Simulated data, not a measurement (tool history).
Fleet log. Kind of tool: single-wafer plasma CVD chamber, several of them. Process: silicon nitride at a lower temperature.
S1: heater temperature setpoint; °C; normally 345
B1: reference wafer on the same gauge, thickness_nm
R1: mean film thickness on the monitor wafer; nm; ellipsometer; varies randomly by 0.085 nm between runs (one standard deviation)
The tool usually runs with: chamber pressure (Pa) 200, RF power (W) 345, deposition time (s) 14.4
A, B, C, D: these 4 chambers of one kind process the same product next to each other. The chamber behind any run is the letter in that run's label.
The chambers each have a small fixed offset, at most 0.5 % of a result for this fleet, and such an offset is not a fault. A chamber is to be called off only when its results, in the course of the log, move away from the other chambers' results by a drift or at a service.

{"run": "1A", "hour": 4.3, "S1": 345, "chamber pressure (Pa)": 200, "RF power (W)": 345, "deposition time (s)": 14.4, "B1": 14.914, "R1": 18.357}
{"run": "2C", "hour": 8.8, "S1": 345, "chamber pressure (Pa)": 200, "RF power (W)": 345, "deposition time (s)": 14.4, "B1": 14.91, "R1": 18.055}
{"run": "3D", "hour": 14.1, "S1": 345, "chamber pressure (Pa)": 200, "RF power (W)": 345, "deposition time (s)": 14.4, "B1": 14.908, "R1": 18.331}
{"run": "4B", "hour": 17.7, "S1": 345, "chamber pressure (Pa)": 200, "RF power (W)": 345, "deposition time (s)": 14.4, "B1": 14.889, "R1": 18.417}
{"run": "5C", "hour": 23.4, "S1": 345, "chamber pressure (Pa)": 200, "RF power (W)": 345, "deposition time (s)": 14.4, "B1": 14.891, "R1": 18.169}
{"run": "6D", "hour": 29.2, "S1": 345, "chamber pressure (Pa)": 200, "RF power (W)": 345, "deposition time (s)": 14.4, "B1": 14.912, "R1": 18.448}
{"run": "7B", "hour": 34.4, "S1": 345, "chamber pressure (Pa)": 200, "RF power (W)": 345, "deposition time (s)": 14.4, "B1": 14.898, "R1": 18.285}
{"run": "8A", "hour": 37.6, "S1": 345, "chamber pressure (Pa)": 200, "RF power (W)": 345, "deposition time (s)": 14.4, "B1": 14.901, "R1": 18.268}
{"run": "9D", "hour": 43.7, "S1": 345, "chamber pressure (Pa)": 200, "RF power (W)": 345, "deposition time (s)": 14.4, "B1": 14.891, "R1": 18.417}
{"run": "10B", "hour": 47.4, "S1": 345, "chamber pressure (Pa)": 200, "RF power (W)": 345, "deposition time (s)": 14.4, "B1": 14.909, "R1": 18.439}
{"run": "11C", "hour": 50.8, "S1": 345, "chamber pressure (Pa)": 200, "RF power (W)": 345, "deposition time (s)": 14.4, "B1": 14.899, "R1": 18.385}
{"run": "12A", "hour": 55.3, "S1": 345, "chamber pressure (Pa)": 200, "RF power (W)": 345, "deposition time (s)": 14.4, "B1": 14.91, "R1": 18.239}
{"run": "13A", "hour": 61.3, "S1": 345, "chamber pressure (Pa)": 200, "RF power (W)": 345, "deposition time (s)": 14.4, "B1": 14.914, "R1": 18.285}
{"run": "14C", "hour": 65.0, "S1": 345, "chamber pressure (Pa)": 200, "RF power (W)": 345, "deposition time (s)": 14.4, "B1": 14.9, "R1": 18.127}
{"run": "15B", "hour": 68.5, "S1": 339, "chamber pressure (Pa)": 200, "RF power (W)": 345, "deposition time (s)": 14.4, "B1": 14.879, "R1": 18.391}
{"run": "16D", "hour": 74.1, "S1": 339, "chamber pressure (Pa)": 200, "RF power (W)": 345, "deposition time (s)": 14.4, "B1": 14.89, "R1": 18.527}
{"run": "17D", "hour": 79.4, "S1": 339, "chamber pressure (Pa)": 200, "RF power (W)": 345, "deposition time (s)": 14.4, "B1": 14.9, "R1": 18.268}
{"run": "18C", "hour": 82.7, "S1": 339, "chamber pressure (Pa)": 200, "RF power (W)": 345, "deposition time (s)": 14.4, "B1": 14.901, "R1": 18.15}
{"run": "19A", "hour": 87.7, "S1": 351, "chamber pressure (Pa)": 200, "RF power (W)": 380, "deposition time (s)": 14.4, "B1": 14.877, "R1": 19.53}
{"run": "20B", "hour": 93.8, "S1": 351, "chamber pressure (Pa)": 200, "RF power (W)": 380, "deposition time (s)": 14.4, "B1": 14.909, "R1": 19.433}
{"run": "21B", "hour": 97.5, "S1": 351, "chamber pressure (Pa)": 200, "RF power (W)": 380, "deposition time (s)": 14.4, "B1": 14.92, "R1": 19.525}
{"run": "22D", "hour": 104.1, "S1": 351, "chamber pressure (Pa)": 200, "RF power (W)": 380, "deposition time (s)": 14.4, "B1": 14.889, "R1": 19.535}
{"run": "23A", "hour": 110.4, "S1": 345, "chamber pressure (Pa)": 200, "RF power (W)": 345, "deposition time (s)": 14.4, "B1": 14.897, "R1": 18.204}
{"run": "24C", "hour": 114.2, "S1": 345, "chamber pressure (Pa)": 200, "RF power (W)": 345, "deposition time (s)": 14.4, "B1": 14.896, "R1": 17.846}
{"run": "25A", "hour": 118.1, "S1": 345, "chamber pressure (Pa)": 200, "RF power (W)": 345, "deposition time (s)": 14.4, "B1": 14.895, "R1": 18.466}
{"run": "26C", "hour": 121.9, "S1": 345, "chamber pressure (Pa)": 200, "RF power (W)": 345, "deposition time (s)": 14.4, "B1": 14.895, "R1": 17.62}
{"run": "27D", "hour": 125.5, "S1": 345, "chamber pressure (Pa)": 200, "RF power (W)": 345, "deposition time (s)": 14.4, "B1": 14.907, "R1": 18.416}
{"run": "28B", "hour": 130.7, "S1": 345, "chamber pressure (Pa)": 200, "RF power (W)": 345, "deposition time (s)": 14.4, "B1": 14.892, "R1": 18.253}
{"run": "29C", "hour": 134.3, "S1": 345, "chamber pressure (Pa)": 200, "RF power (W)": 345, "deposition time (s)": 14.4, "B1": 14.883, "R1": 17.632}

Next, all 4 chambers run the settings below, one line each with question marks for the results. What does each chamber give?
{"run": "30A", "hour": 139.3, "S1": 345, "chamber pressure (Pa)": 200, "RF power (W)": 345, "deposition time (s)": 15.7, "R1": "?"}
{"run": "30B", "hour": 139.3, "S1": 345, "chamber pressure (Pa)": 200, "RF power (W)": 345, "deposition time (s)": 15.7, "R1": "?"}
{"run": "30C", "hour": 139.3, "S1": 345, "chamber pressure (Pa)": 200, "RF power (W)": 345, "deposition time (s)": 15.7, "R1": "?"}
{"run": "30D", "hour": 139.3, "S1": 345, "chamber pressure (Pa)": 200, "RF power (W)": 345, "deposition time (s)": 15.7, "R1": "?"}

run=30A R1=20.048
run=30B R1=20.228
run=30C R1=19.381
run=30D R1=20.028
